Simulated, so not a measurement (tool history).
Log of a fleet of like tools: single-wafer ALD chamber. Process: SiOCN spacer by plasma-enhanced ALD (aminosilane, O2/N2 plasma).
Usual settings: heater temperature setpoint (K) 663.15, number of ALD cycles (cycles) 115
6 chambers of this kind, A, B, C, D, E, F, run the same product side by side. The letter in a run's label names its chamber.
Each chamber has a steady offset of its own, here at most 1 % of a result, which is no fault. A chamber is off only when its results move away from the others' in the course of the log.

run	hour	heater temperature setpoint (K)	number of ALD cycles (cycles)	hours since the last thermocouple change	read-back reference wafer on the same gauge, thickness_nm	mean film thickness on the monitor wafer (Å)
1E	6.3	663.15	115	854.9	7.4924	69.503
2D	12.6	663.15	115	800.6	7.4948	69.133
3F	25.4	663.15	115	189.6	7.496	69.176
4C	36.1	663.15	115	1928	7.4924	68.776
5A	41.9	663.15	115	2299.6	7.4916	69.551
6B	53.4	663.15	115	553.3	7.4946	69.249
7D	61.6	663.15	115	849.6	7.4926	68.749
8E	72.6	663.15	115	921.2	7.488	69.637
# hour 80.6: chamber A: thermocouple changed; heater temperature recalibrated
9F	81.5	663.15	115	245.7	7.4985	69.071
10A	87.7	663.15	115	7.2	7.4817	69.495
# hour 94.6: chamber D: thermocouple changed; heater temperature recalibrated
11B	101.1	663.15	115	601	7.4895	69.005
12C	110.4	652.15	102	2002.3	7.4977	61.614
13F	123.5	652.15	102	287.7	7.4905	61.469
14A	132.9	652.15	102	52.4	7.4931	61.987
15B	145.8	652.15	102	645.7	7.4927	61.085
16E	156.8	652.15	102	1005.4	7.4889	62.139
17C	169.7	652.15	102	2061.6	7.4937	61.397
18D	178.5	663.15	115	84	7.4836	68.93
19D	191.8	663.15	115	97.3	7.4882	68.941
20B	199.8	663.15	115	699.7	7.4898	69.604
21E	211.1	663.15	115	1059.7	7.4887	70.068
22A	224.4	654.15	115	143.9	7.484	69.823
23C	233.1	654.15	115	2125	7.4944	69.289
24F	241.5	654.15	115	405.7	7.4884	69.052
25D	251.6	654.15	115	157.1	7.4942	68.592
26A	261.5	654.15	115	181	7.4848	69.595
27B	271.2	654.15	115	771.1	7.49	69.042
28C	283.8	663.15	115	2175.7	7.4903	69.433
29F	295.3	663.15	93	459.5	7.4927	55.694
30E	306.3	663.15	93	1154.9	7.4889	56.661
31A	316.7	663.15	93	236.2	7.4944	55.793
32F	323.1	663.15	93	487.3	7.4832	55.477
33E	334.1	663.15	93	1182.7	7.492	56.746
34C	346.8	663.15	93	2238.7	7.4946	56.168
35B	353.1	663.15	115	853	7.4908	69.176
36D	360.3	663.15	115	265.8	7.4903	68.632
37B	369.2	663.15	115	869.1	7.491	69.304
38D	378.2	650.15	131	283.7	7.4882	78.955
39E	391.2	650.15	131	1239.8	7.4855	79.823

Next, every chamber runs the same settings. What will each give?
40A	400.8	663.15	115			?
40B	400.8	663.15	115			?
40C	400.8	663.15	115			?
40D	400.8	663.15	115			?
40E	400.8	663.15	115			?
40F	400.8	663.15	115			?

run	mean film thickness on the monitor wafer (Å)
40A	69.581
40B	69.056
40C	69.506
40D	68.924
40E	69.974
40F	69.043
